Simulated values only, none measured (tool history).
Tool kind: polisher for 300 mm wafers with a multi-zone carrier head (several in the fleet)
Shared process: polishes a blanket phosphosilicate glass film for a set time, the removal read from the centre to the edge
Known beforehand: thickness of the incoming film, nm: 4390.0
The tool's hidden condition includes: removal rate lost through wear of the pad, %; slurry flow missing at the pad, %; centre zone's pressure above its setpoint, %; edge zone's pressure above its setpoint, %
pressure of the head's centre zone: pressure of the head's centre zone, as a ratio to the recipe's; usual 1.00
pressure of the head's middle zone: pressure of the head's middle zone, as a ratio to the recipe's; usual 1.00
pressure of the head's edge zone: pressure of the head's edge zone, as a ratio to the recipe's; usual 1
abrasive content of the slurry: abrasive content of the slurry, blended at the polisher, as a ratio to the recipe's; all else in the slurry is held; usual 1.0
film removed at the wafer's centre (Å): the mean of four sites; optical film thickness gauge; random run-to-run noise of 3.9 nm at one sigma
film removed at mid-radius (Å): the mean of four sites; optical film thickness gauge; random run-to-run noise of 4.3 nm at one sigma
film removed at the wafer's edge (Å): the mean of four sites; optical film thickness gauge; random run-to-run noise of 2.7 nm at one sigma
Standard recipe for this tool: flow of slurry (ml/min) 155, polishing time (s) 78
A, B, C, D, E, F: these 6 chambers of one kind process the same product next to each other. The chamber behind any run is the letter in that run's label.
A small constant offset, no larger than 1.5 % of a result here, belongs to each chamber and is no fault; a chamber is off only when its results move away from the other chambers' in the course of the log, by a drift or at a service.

run,day,flow of slurry (ml/min),pressure of the head's centre zone,pressure of the head's middle zone,pressure of the head's edge zone,abrasive content of the slurry,polishing time (s),wafers polished on this pad,hours since the slurry nozzle was cleaned,hours since the centre zone pressure was calibrated,hours since the edge zone pressure was calibrated,film removed at the wafer's centre (Å),film removed at mid-radius (Å),film removed at the wafer's edge (Å)
# day 0.121: chamber A: worn pad replaced by a new one
# day 0.171: chamber E: slurry nozzle cleaned
1A,0.212,155,1.00,1.00,1,1.0,78,18,713.7,163.1,497.1,2917.0,2941.3,2942.2
2F,0.408,155,1.00,1.00,1,1.0,78,1409,357.3,298.9,965.0,2992.2,2914.2,2962.2
3C,0.650,155,1.00,1.00,1,1.0,78,132,691.8,293.4,229.1,2910.0,3003.9,2933.9
4D,0.888,155,1.00,1.00,1,1.0,78,813,182.3,368.6,326.9,2984.5,2971.4,2888.7
# day 1.012: chamber F: worn pad replaced by a new one
# day 1.092: chamber F: edge zone pressure recalibrated
# day 1.108: chamber C: slurry nozzle cleaned
5B,1.138,155,1.00,1.00,1,1.0,78,373,106.7,131.6,467.4,2976.0,2974.3,2915.3
6E,1.354,155,1.07,1.00,1,0.9,78,912,28.5,399.7,320.7,3041.4,2869.3,2883.2
7B,1.638,155,1.07,1.00,1,0.9,78,474,118.7,143.6,479.4,2975.5,2808.3,2842.2
8E,1.779,155,1.07,1.00,1,0.9,78,998,38.7,409.9,330.9,2993.1,2907.5,2824.0
9D,1.996,155,1.07,1.00,1,0.9,78,1037,208.9,395.2,353.5,2996.8,2808.1,2773.0
10A,2.271,155,1.07,1.00,1,0.9,78,433,763.1,212.5,546.5,3088.1,2770.6,2857.3
11C,2.483,155,1.07,1.00,1,0.9,78,502,33.1,337.4,273.1,2969.7,2849.6,2785.5
12F,2.704,155,1.05,1.00,1,1.2,78,341,412.4,354.0,38.7,3317.7,3152.0,3189.1
13C,2.858,155,1.05,1.00,1,1.2,78,577,42.1,346.4,282.1,3290.6,3326.5,3156.3
# day 3.079: chamber E: worn pad replaced by a new one
14B,3.129,155,1.05,1.00,1,1.2,78,774,154.5,179.4,515.2,3370.9,3109.1,3217.7
# day 3.233: chamber B: worn pad replaced by a new one
# day 3.308: chamber D: worn pad replaced by a new one
15A,3.404,155,1.05,1.00,1,1.2,78,662,790.3,239.7,573.7,3324.0,3223.4,3206.8
16D,3.567,155,1.05,1.00,1,1.2,78,52,246.6,432.9,391.2,3445.4,3255.8,3164.4
# day 3.629: chamber B: edge zone pressure recalibrated
# day 3.638: chamber A: worn pad replaced by a new one
17F,3.838,155,1.05,1.00,1,1.2,78,569,439.6,381.2,65.9,3396.6,3204.5,3247.5
# day 3.917: chamber C: worn pad replaced by a new one
18E,4.012,155,1.00,1.00,1,1.0,78,188,92.3,463.5,384.5,2992.9,2986.0,2921.4
# day 4.246: chamber A: slurry nozzle cleaned
19F,4.275,155,1.00,1.08,1,1.0,78,657,450.1,391.7,76.4,2934.8,3265.6,2926.0
20A,4.475,155,1.00,1.08,1,1.0,78,168,5.5,265.4,599.4,2948.8,3240.7,2984.8
21D,4.704,155,1.00,1.08,1,1.0,78,281,273.9,460.2,418.5,2994.9,3078.7,2897.9
# day 4.758: chamber F: centre zone pressure recalibrated
22B,4.992,155,1.00,1.08,1,1.0,78,355,199.2,224.1,32.7,2925.6,3087.9,2937.2
23E,5.258,155,1.00,1.08,1,1.0,78,439,122.2,493.4,414.4,2933.1,3238.4,2931.3
24C,5.521,155,1.00,1.08,1,1.0,78,323,106.0,410.3,346.0,2942.7,3162.9,2963.4
25D,5.738,155,1.00,1.00,1,1.0,78,489,298.7,485.0,443.3,2983.0,2868.6,2920.8
26F,6.038,155,1.00,1.00,1,1.0,78,1013,492.4,30.7,118.7,2935.2,3016.0,2951.6
27A,6.179,155,1.00,1.00,1,1.0,78,512,46.4,306.3,640.3,2852.8,2946.3,2963.5
28C,6.421,155,1.00,1.00,1,1.0,78,505,127.6,431.9,367.6,2874.8,2958.3,2915.1
# day 6.621: chamber A: edge zone pressure recalibrated
29E,6.708,155,1.00,1.00,1,1.0,78,732,157.0,528.2,449.2,2925.4,3005.9,2925.8
30B,6.879,155,1.00,1.00,1,1.0,78,735,244.5,269.4,78.0,2971.7,2941.6,2943.8
31F,7.025,155,1.00,1.00,1,1.0,78,1212,516.1,54.4,142.4,2954.1,2989.2,2971.2
# day 7.054: chamber F: worn pad replaced by a new one
# day 7.108: chamber A: worn pad replaced by a new one
32D,7.188,155,1.00,1.00,1,1.0,78,782,333.5,519.8,478.1,2958.8,2967.3,2945.1
33A,7.454,155,1.00,1.00,1,1.0,78,70,77.0,336.9,20.0,2937.9,3034.0,2937.7
34C,7.696,155,1.00,1.00,1,1.0,78,762,158.2,462.5,398.2,2883.6,2984.6,2968.3
35B,7.883,155,1.00,1.00,1,1.0,78,938,268.6,293.5,102.1,2931.4,2957.2,2926.6
# day 7.967: chamber B: worn pad replaced by a new one
# day 8.025: chamber D: edge zone pressure recalibrated
36E,8.179,155,1.00,1.00,1,1.0,78,1028,192.3,563.5,484.5,2934.6,2922.0,2962.9
37E,8.350,155,1.00,1.00,1,1.0,78,1062,196.4,567.6,488.6,2939.7,3003.3,2978.0
# day 8.412: chamber C: worn pad replaced by a new one
38D,8.521,155,1.00,1.00,1,1.0,78,1050,365.5,551.8,11.9,2939.9,2895.3,2942.8
39B,8.692,155,1.00,1.00,1,1.0,78,146,288.0,312.9,121.5,2968.0,2956.1,2964.4
40F,8.904,155,1.00,1.00,1,1.0,78,373,561.2,99.5,187.5,2960.8,3047.3,2952.6
41C,9.146,155,1.00,1.00,1,1.0,78,147,193.0,497.3,433.0,2851.9,2972.9,2973.7
42A,9.392,155,1.00,1.00,1,1.0,78,461,123.5,383.4,66.5,2972.3,2982.4,2972.4
43C,9.596,155,1.00,1.00,1,1.0,78,238,203.8,508.1,443.8,2843.9,2911.4,2894.6

Read the log: is a single chamber off, either drifting away or since a service, is the gauge that measures every chamber drifting, or is nothing wrong beyond small per-chamber offsets? Name any odd chamber and what most likely caused it.

Nothing is wrong: each chamber keeps only its own small, steady offset and the gauge holds still.
